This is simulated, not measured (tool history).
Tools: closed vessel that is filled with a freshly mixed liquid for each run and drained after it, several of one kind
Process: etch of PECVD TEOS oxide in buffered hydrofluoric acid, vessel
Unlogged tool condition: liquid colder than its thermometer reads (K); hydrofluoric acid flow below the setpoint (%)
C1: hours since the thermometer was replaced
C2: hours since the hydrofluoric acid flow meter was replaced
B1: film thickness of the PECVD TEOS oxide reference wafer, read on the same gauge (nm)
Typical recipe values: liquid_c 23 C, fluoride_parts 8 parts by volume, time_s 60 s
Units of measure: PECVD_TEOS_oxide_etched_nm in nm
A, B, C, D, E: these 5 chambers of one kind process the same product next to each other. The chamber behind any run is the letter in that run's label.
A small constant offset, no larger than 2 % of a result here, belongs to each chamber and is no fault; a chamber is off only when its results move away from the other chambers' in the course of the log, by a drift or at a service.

Run 1D, hour 9.3: usual settings; C1 643.8; C2 420.4; B1 69.997. Result: PECVD_TEOS_oxide_etched_nm 161.7 nm.
Run 2A, hour 22: usual settings; C1 537.9; C2 1404.7; B1 69.982. Result: PECVD_TEOS_oxide_etched_nm 159.48 nm.
Run 3E, hour 33: usual settings; C1 1669.2; C2 178.5; B1 70.012. Result: PECVD_TEOS_oxide_etched_nm 157.88 nm.
Run 4B, hour 47.6: usual settings; C1 1375.4; C2 54.9; B1 70.005. Result: PECVD_TEOS_oxide_etched_nm 159.72 nm.
Run 5C, hour 57.8: usual settings; C1 1371.6; C2 1577.3; B1 69.988. Result: PECVD_TEOS_oxide_etched_nm 161.2 nm.
Run 6D, hour 70.3: usual settings; C1 704.8; C2 481.4; B1 70.003. Result: PECVD_TEOS_oxide_etched_nm 162.67 nm.
Run 7B, hour 77.7: usual settings; C1 1405.5; C2 85; B1 69.973. Result: PECVD_TEOS_oxide_etched_nm 162 nm.
At hour 81.6: chamber A: hydrofluoric acid flow meter replaced.
Run 8A, hour 87.1: usual settings but fluoride_parts 9 parts by volume; C1 603; C2 5.6; B1 69.978. Result: PECVD_TEOS_oxide_etched_nm 140.25 nm.
Run 9E, hour 98.2: usual settings but fluoride_parts 9 parts by volume; C1 1734.4; C2 243.7; B1 70.05. Result: PECVD_TEOS_oxide_etched_nm 137.57 nm.
Run 10C, hour 110.1: usual settings but fluoride_parts 9 parts by volume; C1 1423.9; C2 1629.6; B1 70.048. Result: PECVD_TEOS_oxide_etched_nm 140.36 nm.
Run 11E, hour 116.8: usual settings but fluoride_parts 9 parts by volume; C1 1753; C2 262.3; B1 69.991. Result: PECVD_TEOS_oxide_etched_nm 139.49 nm.
Run 12B, hour 127.7: usual settings but fluoride_parts 9 parts by volume; C1 1455.5; C2 135; B1 70.004. Result: PECVD_TEOS_oxide_etched_nm 139.61 nm.
Run 13A, hour 140.1: usual settings; C1 656; C2 58.6; B1 69.999. Result: PECVD_TEOS_oxide_etched_nm 158.22 nm.
Run 14D, hour 153.4: usual settings; C1 787.9; C2 564.5; B1 70.033. Result: PECVD_TEOS_oxide_etched_nm 160.24 nm.
Run 15C, hour 167.7: usual settings but liquid_c 21 C, fluoride_parts 10.5 parts by volume; C1 1481.5; C2 1687.2; B1 69.977. Result: PECVD_TEOS_oxide_etched_nm 112.74 nm.
Run 16E, hour 177.4: usual settings but liquid_c 21 C, fluoride_parts 10.5 parts by volume; C1 1813.6; C2 322.9; B1 69.993. Result: PECVD_TEOS_oxide_etched_nm 108.61 nm.
Run 17D, hour 191.8: usual settings but liquid_c 21 C, fluoride_parts 10.5 parts by volume; C1 826.3; C2 602.9; B1 70.017. Result: PECVD_TEOS_oxide_etched_nm 113.8 nm.
Run 18A, hour 204.9: usual settings but liquid_c 21 C, fluoride_parts 10.5 parts by volume; C1 720.8; C2 123.4; B1 70.009. Result: PECVD_TEOS_oxide_etched_nm 111.46 nm.
Run 19B, hour 214.9: usual settings but liquid_c 21 C, fluoride_parts 10.5 parts by volume; C1 1542.7; C2 222.2; B1 69.991. Result: PECVD_TEOS_oxide_etched_nm 113.87 nm.
Run 20C, hour 225.7: usual settings; C1 1539.5; C2 1745.2; B1 70.064. Result: PECVD_TEOS_oxide_etched_nm 160.25 nm.
Run 21A, hour 237.8: usual settings but fluoride_parts 6.5 parts by volume; C1 753.7; C2 156.3; B1 69.966. Result: PECVD_TEOS_oxide_etched_nm 196.29 nm.
Run 22B, hour 252: usual settings but fluoride_parts 6.5 parts by volume; C1 1579.8; C2 259.3; B1 69.991. Result: PECVD_TEOS_oxide_etched_nm 198.61 nm.
Run 23E, hour 264.6: usual settings but fluoride_parts 6.5 parts by volume; C1 1900.8; C2 410.1; B1 69.996. Result: PECVD_TEOS_oxide_etched_nm 190.66 nm.
Run 24D, hour 279.7: usual settings but fluoride_parts 6.5 parts by volume; C1 914.2; C2 690.8; B1 70.025. Result: PECVD_TEOS_oxide_etched_nm 200.38 nm.
Run 25C, hour 293.1: usual settings but fluoride_parts 6.5 parts by volume; C1 1606.9; C2 1812.6; B1 70.014. Result: PECVD_TEOS_oxide_etched_nm 199.73 nm.
At hour 296: chamber C: hydrofluoric acid flow meter replaced.
Run 26D, hour 302.8: usual settings; C1 937.3; C2 713.9; B1 69.961. Result: PECVD_TEOS_oxide_etched_nm 163.15 nm.
Run 27A, hour 314.4: usual settings; C1 830.3; C2 232.9; B1 69.99. Result: PECVD_TEOS_oxide_etched_nm 161.13 nm.
Run 28E, hour 324.9: usual settings; C1 1961.1; C2 470.4; B1 70.014. Result: PECVD_TEOS_oxide_etched_nm 151.24 nm.
Run 29B, hour 336.1: usual settings; C1 1663.9; C2 343.4; B1 69.979. Result: PECVD_TEOS_oxide_etched_nm 160.37 nm.
Run 30C, hour 347.8: usual settings; C1 1661.6; C2 51.9; B1 70.034. Result: PECVD_TEOS_oxide_etched_nm 158.52 nm.
Run 31D, hour 362.6: usual settings but liquid_c 20 C, time_s 35 s; C1 997.1; C2 773.7; B1 70.007. Result: PECVD_TEOS_oxide_etched_nm 79.272 nm.
Run 32A, hour 374.5: usual settings but liquid_c 20 C, time_s 35 s; C1 890.4; C2 293; B1 70.005. Result: PECVD_TEOS_oxide_etched_nm 79.349 nm.
Run 33E, hour 382.3: usual settings but liquid_c 20 C, time_s 35 s; C1 2018.5; C2 527.8; B1 69.999. Result: PECVD_TEOS_oxide_etched_nm 74.732 nm.
Run 34B, hour 394.8: usual settings but liquid_c 20 C, time_s 35 s; C1 1722.6; C2 402.1; B1 70.023. Result: PECVD_TEOS_oxide_etched_nm 79.604 nm.
Run 35C, hour 404.7: usual settings but liquid_c 20 C, time_s 35 s; C1 1718.5; C2 108.8; B1 69.993. Result: PECVD_TEOS_oxide_etched_nm 79.605 nm.
Run 36A, hour 419.1: usual settings; C1 935; C2 337.6; B1 69.983. Result: PECVD_TEOS_oxide_etched_nm 156.87 nm.
Run 37D, hour 430.1: usual settings; C1 1064.6; C2 841.2; B1 69.955. Result: PECVD_TEOS_oxide_etched_nm 161.59 nm.
Run 38B, hour 440.1: usual settings; C1 1767.9; C2 447.4; B1 70.01. Result: PECVD_TEOS_oxide_etched_nm 159.03 nm.
Run 39C, hour 454.4: usual settings; C1 1768.2; C2 158.5; B1 70.035. Result: PECVD_TEOS_oxide_etched_nm 160.56 nm.
Run 40E, hour 465.8: usual settings; C1 2102; C2 611.3; B1 69.983. Result: PECVD_TEOS_oxide_etched_nm 150.97 nm.

What goes on in this fleet: one chamber off, a drifting gauge, or nothing beyond the chambers' own small offsets? Name the chamber and the cause, if any.

One chamber, E, drifts off from the rest bit by bit.
What lies behind it: liquid colder than its thermometer reads (K) = 0.903.
The log may not separate it from: hydrofluoric acid flow below the setpoint (%).

Chamber E could run next with any of the 4 candidate recipes listed below; each alters the usual settings, and their results appear as question marks. Which one brings its results back in line with what the other chambers deliver on the usual settings?
To be in line, a result may differ from the other chambers' mean on the usual settings by at most: PECVD_TEOS_oxide_etched_nm 4.1 nm
Run 41E-1, hour 476.6: usual settings but fluoride_parts 9 parts by volume. Result: PECVD_TEOS_oxide_etched_nm ?.
Run 41E-2, hour 476.6: usual settings but fluoride_parts 7.5 parts by volume. Result: PECVD_TEOS_oxide_etched_nm ?.
Run 41E-3, hour 476.6: usual settings but liquid_c 22 C. Result: PECVD_TEOS_oxide_etched_nm ?.
Run 41E-4, hour 476.6: usual settings but liquid_c 25.5 C. Result: PECVD_TEOS_oxide_etched_nm ?.

Average result of the remaining chambers running the usual settings: PECVD_TEOS_oxide_etched_nm 160.45 nm
  run  PECVD_TEOS_oxide_etched_nm
41E-1                      132.44
41E-2                      161.62
41E-3                      142.45
41E-4                      172.54
41E-2 brings the chamber back in line.
